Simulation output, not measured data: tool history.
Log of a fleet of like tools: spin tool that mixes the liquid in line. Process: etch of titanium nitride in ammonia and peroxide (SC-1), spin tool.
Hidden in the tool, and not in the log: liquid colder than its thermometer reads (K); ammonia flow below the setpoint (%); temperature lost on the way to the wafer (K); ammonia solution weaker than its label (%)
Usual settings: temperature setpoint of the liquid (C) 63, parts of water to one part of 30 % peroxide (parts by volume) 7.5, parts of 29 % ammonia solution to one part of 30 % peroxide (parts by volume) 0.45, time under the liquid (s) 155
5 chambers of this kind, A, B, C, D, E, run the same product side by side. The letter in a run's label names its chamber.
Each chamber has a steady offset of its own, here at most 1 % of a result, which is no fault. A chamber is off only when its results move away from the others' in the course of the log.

run,hour,temperature setpoint of the liquid (C),parts of water to one part of 30 % peroxide (parts by volume),parts of 29 % ammonia solution to one part of 30 % peroxide (parts by volume),time under the liquid (s),hours since the thermometer was replaced,hours since the ammonia flow meter was replaced,hours since the heated supply line was repaired,hours since the drum of ammonia solution was connected,"read-back film thickness of the titanium nitride reference wafer, read on the same gauge (nm)",thickness taken off the titanium nitride on a monitor wafer (Å)
1B,3.3,63,7.5,0.45,155,1523.6,328.6,1272.2,63.4,150.00,321.67
2A,9.7,63,7.5,0.45,155,508.5,333.1,715.9,326.2,150.04,319.97
3C,12.8,63,7.5,0.45,155,1213.5,1669.1,1302.3,214.5,149.99,313.24
4D,18.7,63,7.5,0.45,155,734.2,1203.0,580.5,192.4,149.99,315.35
# hour 18.8: chamber C: thermometer replaced
5E,22.9,63,6.0,0.45,220,297.9,876.8,1089.9,313.8,150.02,497.65
6E,27.7,63,6.0,0.45,220,302.7,881.6,1094.7,318.6,150.00,501.07
7C,31.2,63,6.0,0.45,220,12.4,1687.5,1320.7,232.9,150.02,505.11
8B,35.8,63,6.0,0.45,220,1556.1,361.1,1304.7,95.9,149.99,500.84
9D,41.5,63,6.0,0.45,220,757.0,1225.8,603.3,215.2,149.98,492.31
10A,45.8,63,7.5,0.45,155,544.6,369.2,752.0,362.3,149.97,320.70
11A,49.8,58,7.5,0.55,155,548.6,373.2,756.0,366.3,150.03,241.28
12C,54.0,58,7.5,0.55,155,35.2,1710.3,1343.5,255.7,149.96,234.65
13B,57.7,58,7.5,0.55,155,1578.0,383.0,1326.6,117.8,149.98,232.01
14D,61.5,58,7.5,0.55,155,777.0,1245.8,623.3,235.2,150.01,234.35
15E,67.5,58,7.5,0.55,155,342.5,921.4,1134.5,358.4,149.98,234.69
16D,74.0,63,7.5,0.45,185,789.5,1258.3,635.8,247.7,150.00,376.27
17A,80.2,63,7.5,0.45,185,579.0,403.6,786.4,396.7,150.02,382.81
18E,83.3,63,7.5,0.45,185,358.3,937.2,1150.3,374.2,150.00,383.45
# hour 86.0: chamber B: ammonia flow meter replaced
19C,87.3,63,7.5,0.45,185,68.5,1743.6,1376.8,289.0,150.03,384.78
20B,90.5,63,7.5,0.45,185,1610.8,4.5,1359.4,150.6,149.98,368.08
21A,96.8,63,7.5,0.45,155,595.6,420.2,803.0,413.3,149.98,317.79
22D,102.9,63,7.5,0.45,155,818.4,1287.2,664.7,276.6,150.00,315.87
23B,108.1,63,7.5,0.45,155,1628.4,22.1,1377.0,168.2,149.99,306.37
24E,113.4,63,7.5,0.45,155,388.4,967.3,1180.4,404.3,150.01,319.41
25C,118.1,63,7.5,0.45,155,99.3,1774.4,1407.6,319.8,149.98,315.66
# hour 119.0: chamber D: heated supply line repaired
26A,122.2,63,7.5,0.45,155,621.0,445.6,828.4,438.7,150.02,323.78
27C,127.4,63,7.5,0.45,155,108.6,1783.7,1416.9,329.1,150.00,318.47
28D,133.0,63,7.5,0.45,155,848.5,1317.3,14.0,306.7,149.99,317.64
29E,138.9,63,7.5,0.45,155,413.9,992.8,1205.9,429.8,150.00,318.30
30B,145.0,63,7.5,0.45,155,1665.3,59.0,1413.9,205.1,149.97,302.07
31A,150.0,63,7.5,0.45,155,648.8,473.4,856.2,466.5,150.01,318.57
32D,156.7,63,10.5,0.55,155,872.2,1341.0,37.7,330.4,149.96,273.42
33E,163.2,63,10.5,0.55,155,438.2,1017.1,1230.2,454.1,149.99,280.47
34B,169.4,63,10.5,0.55,155,1689.7,83.4,1438.3,229.5,149.97,252.82
35C,175.5,63,10.5,0.55,155,156.7,1831.8,1465.0,377.2,150.00,274.13
36D,180.5,63,10.5,0.55,155,896.0,1364.8,61.5,354.2,150.03,274.00
# hour 180.7: chamber A: new drum of ammonia solution connected
37A,185.7,63,10.0,0.45,155,684.5,509.1,891.9,5.0,149.98,274.50
38B,191.8,63,10.0,0.45,155,1712.1,105.8,1460.7,251.9,150.03,252.21
39E,196.5,63,10.0,0.45,155,471.5,1050.4,1263.5,487.4,149.99,274.89
40C,199.5,63,10.0,0.45,155,180.7,1855.8,1489.0,401.2,150.00,278.29
41E,204.8,63,10.0,0.45,155,479.8,1058.7,1271.8,495.7,150.00,274.51
42C,208.2,63,7.5,0.55,155,189.4,1864.5,1497.7,409.9,150.01,332.88
43B,211.4,63,7.5,0.55,155,1731.7,125.4,1480.3,271.5,149.98,294.92

What goes on in this fleet: one chamber off, a drifting gauge, or nothing beyond the chambers' own small offsets? Name the chamber and the cause, if any.

Chamber B drifts away from the others.
Cause: temperature lost on the way to the wafer (K) = 1.7.
The log may not tell that from: liquid colder than its thermometer reads (K).

Here are 4 candidates for chamber B's next run, each the usual settings with a change, their results left as question marks. Which one brings its results back in line with what the others give on the usual settings?
In line means no further than this from the other chambers' mean on the usual settings: thickness taken off the titanium nitride on a monitor wafer (Å) 10.00
44B-1,216.3,64.0,7.5,0.45,160,,,,,,?
44B-2,216.3,63.5,7.5,0.45,155,,,,,,?
44B-3,216.3,62.5,7.5,0.45,155,,,,,,?
44B-4,216.3,62.0,7.5,0.45,150,,,,,,?

The other chambers' mean on the usual settings: thickness taken off the titanium nitride on a monitor wafer (Å) 317.01
run,thickness taken off the titanium nitride on a monitor wafer (Å)
44B-1,316.02
44B-2,296.20
44B-3,277.36
44B-4,259.61
44B-1 brings the chamber back in line.
